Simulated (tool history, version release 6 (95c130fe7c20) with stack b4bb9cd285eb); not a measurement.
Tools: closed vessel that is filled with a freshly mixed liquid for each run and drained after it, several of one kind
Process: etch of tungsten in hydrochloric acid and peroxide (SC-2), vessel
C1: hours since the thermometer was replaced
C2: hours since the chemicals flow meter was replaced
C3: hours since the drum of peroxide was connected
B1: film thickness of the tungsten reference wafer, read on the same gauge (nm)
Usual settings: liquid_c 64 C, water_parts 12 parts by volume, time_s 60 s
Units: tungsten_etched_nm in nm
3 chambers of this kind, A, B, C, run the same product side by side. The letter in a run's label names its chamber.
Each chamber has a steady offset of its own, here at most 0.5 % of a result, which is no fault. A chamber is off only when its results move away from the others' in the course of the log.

Run 1B, hour 7.6: usual settings; C1 2189.9; C2 293.6; C3 414.1; B1 140. Result: tungsten_etched_nm 21.024 nm.
At hour 8.6: chamber C: new drum of peroxide connected.
Run 2A, hour 15.4: usual settings; C1 155.7; C2 1850.2; C3 224; B1 140.01. Result: tungsten_etched_nm 21.204 nm.
Run 3C, hour 21.9: usual settings; C1 187.2; C2 340.8; C3 13.3; B1 140. Result: tungsten_etched_nm 21.376 nm.
Run 4C, hour 31: usual settings; C1 196.3; C2 349.9; C3 22.4; B1 140.01. Result: tungsten_etched_nm 20.859 nm.
Run 5A, hour 40.5: usual settings; C1 180.8; C2 1875.3; C3 249.1; B1 140. Result: tungsten_etched_nm 21.137 nm.
Run 6B, hour 49.6: usual settings but liquid_c 72 C, water_parts 7 parts by volume; C1 2231.9; C2 335.6; C3 456.1; B1 139.98. Result: tungsten_etched_nm 54.175 nm.
Run 7C, hour 60: usual settings but liquid_c 72 C, water_parts 7 parts by volume; C1 225.3; C2 378.9; C3 51.4; B1 140.03. Result: tungsten_etched_nm 52.994 nm.
Run 8A, hour 71.2: usual settings but liquid_c 72 C, water_parts 7 parts by volume; C1 211.5; C2 1906; C3 279.8; B1 139.99. Result: tungsten_etched_nm 52.335 nm.
At hour 76.7: chamber A: new drum of peroxide connected.
Run 9B, hour 79.8: usual settings; C1 2262.1; C2 365.8; C3 486.3; B1 139.99. Result: tungsten_etched_nm 21.017 nm.
At hour 81.4: chamber A: chemicals flow meter replaced.
Run 10B, hour 88.5: usual settings; C1 2270.8; C2 374.5; C3 495; B1 140.02. Result: tungsten_etched_nm 21.135 nm.
Run 11C, hour 97.1: usual settings; C1 262.4; C2 416; C3 88.5; B1 139.99. Result: tungsten_etched_nm 21.154 nm.
Run 12A, hour 104.5: usual settings; C1 244.8; C2 23.2; C3 27.8; B1 140. Result: tungsten_etched_nm 20.919 nm.
Run 13A, hour 113.3: usual settings but time_s 30 s; C1 253.6; C2 32; C3 36.6; B1 140.02. Result: tungsten_etched_nm 10.499 nm.
Run 14C, hour 120.7: usual settings but time_s 30 s; C1 286; C2 439.6; C3 112.1; B1 139.98. Result: tungsten_etched_nm 10.535 nm.
Run 15B, hour 128.6: usual settings but time_s 30 s; C1 2310.9; C2 414.6; C3 535.1; B1 140.01. Result: tungsten_etched_nm 10.577 nm.
Run 16B, hour 136.4: usual settings but liquid_c 68.5 C; C1 2318.7; C2 422.4; C3 542.9; B1 140. Result: tungsten_etched_nm 27.792 nm.
Run 17C, hour 145.3: usual settings but liquid_c 68.5 C; C1 310.6; C2 464.2; C3 136.7; B1 139.99. Result: tungsten_etched_nm 28.019 nm.
Run 18A, hour 154.3: usual settings but liquid_c 68.5 C; C1 294.6; C2 73; C3 77.6; B1 140. Result: tungsten_etched_nm 27.584 nm.
Run 19C, hour 160.2: usual settings; C1 325.5; C2 479.1; C3 151.6; B1 139.97. Result: tungsten_etched_nm 21.407 nm.
Run 20A, hour 168: usual settings; C1 308.3; C2 86.7; C3 91.3; B1 140. Result: tungsten_etched_nm 21.341 nm.
Run 21B, hour 174.8: usual settings; C1 2357.1; C2 460.8; C3 581.3; B1 140.01. Result: tungsten_etched_nm 21.077 nm.
Run 22B, hour 184.3: usual settings; C1 2366.6; C2 470.3; C3 590.8; B1 140.02. Result: tungsten_etched_nm 21.104 nm.
Run 23C, hour 194.3: usual settings; C1 359.6; C2 513.2; C3 185.7; B1 140. Result: tungsten_etched_nm 21.482 nm.
Run 24A, hour 200.6: usual settings; C1 340.9; C2 119.3; C3 123.9; B1 140. Result: tungsten_etched_nm 21.11 nm.
Run 25A, hour 210.8: usual settings; C1 351.1; C2 129.5; C3 134.1; B1 140.02. Result: tungsten_etched_nm 21.163 nm.
Run 26C, hour 220.4: usual settings; C1 385.7; C2 539.3; C3 211.8; B1 139.99. Result: tungsten_etched_nm 22.017 nm.
Run 27B, hour 229.1: usual settings; C1 2411.4; C2 515.1; C3 635.6; B1 140. Result: tungsten_etched_nm 21.286 nm.
Run 28C, hour 234.9: usual settings; C1 400.2; C2 553.8; C3 226.3; B1 139.99. Result: tungsten_etched_nm 22.125 nm.
Run 29A, hour 245.7: usual settings; C1 386; C2 164.4; C3 169; B1 140. Result: tungsten_etched_nm 21.4 nm.
Run 30B, hour 253.3: usual settings; C1 2435.6; C2 539.3; C3 659.8; B1 140. Result: tungsten_etched_nm 21.516 nm.
Run 31B, hour 259.6: usual settings but time_s 85 s; C1 2441.9; C2 545.6; C3 666.1; B1 140. Result: tungsten_etched_nm 30.353 nm.
Run 32C, hour 267: usual settings but time_s 85 s; C1 432.3; C2 585.9; C3 258.4; B1 139.99. Result: tungsten_etched_nm 31.41 nm.
Run 33A, hour 273.1: usual settings but time_s 85 s; C1 413.4; C2 191.8; C3 196.4; B1 139.99. Result: tungsten_etched_nm 30.08 nm.
Run 34A, hour 282.3: usual settings but time_s 35 s; C1 422.6; C2 201; C3 205.6; B1 140. Result: tungsten_etched_nm 12.272 nm.
Run 35B, hour 291.1: usual settings but time_s 35 s; C1 2473.4; C2 577.1; C3 697.6; B1 140. Result: tungsten_etched_nm 12.286 nm.
Run 36C, hour 296.1: usual settings but time_s 35 s; C1 461.4; C2 615; C3 287.5; B1 139.98. Result: tungsten_etched_nm 13.041 nm.
Run 37B, hour 302: usual settings but time_s 80 s; C1 2484.3; C2 588; C3 708.5; B1 139.99. Result: tungsten_etched_nm 28.081 nm.
Run 38A, hour 310.5: usual settings but time_s 80 s; C1 450.8; C2 229.2; C3 233.8; B1 139.99. Result: tungsten_etched_nm 27.885 nm.
Run 39C, hour 316.9: usual settings but time_s 80 s; C1 482.2; C2 635.8; C3 308.3; B1 140.02. Result: tungsten_etched_nm 29.878 nm.
At hour 317.7: chamber B: chemicals flow meter replaced.
Run 40A, hour 323.8: usual settings but liquid_c 59 C, water_parts 18 parts by volume; C1 464.1; C2 242.5; C3 247.1; B1 139.98. Result: tungsten_etched_nm 10.91 nm.
Run 41C, hour 332.3: usual settings but liquid_c 59 C, water_parts 18 parts by volume; C1 497.6; C2 651.2; C3 323.7; B1 140. Result: tungsten_etched_nm 11.69 nm.
Run 42B, hour 343.3: usual settings but liquid_c 59 C, water_parts 18 parts by volume; C1 2525.6; C2 25.6; C3 749.8; B1 140.01. Result: tungsten_etched_nm 10.717 nm.
Run 43B, hour 351.6: usual settings; C1 2533.9; C2 33.9; C3 758.1; B1 140.01. Result: tungsten_etched_nm 21.387 nm.
Run 44C, hour 357.3: usual settings; C1 522.6; C2 676.2; C3 348.7; B1 140.01. Result: tungsten_etched_nm 23.26 nm.

All 3 chambers run these settings next. Forecast each chamber's results:
Run 45A, hour 365.4: usual settings but water_parts 16.5 parts by volume. Result: tungsten_etched_nm ?.
Run 45B, hour 365.4: usual settings but water_parts 16.5 parts by volume. Result: tungsten_etched_nm ?.
Run 45C, hour 365.4: usual settings but water_parts 16.5 parts by volume. Result: tungsten_etched_nm ?.

run  tungsten_etched_nm
45A              16.075
45B              15.808
45C               17.36

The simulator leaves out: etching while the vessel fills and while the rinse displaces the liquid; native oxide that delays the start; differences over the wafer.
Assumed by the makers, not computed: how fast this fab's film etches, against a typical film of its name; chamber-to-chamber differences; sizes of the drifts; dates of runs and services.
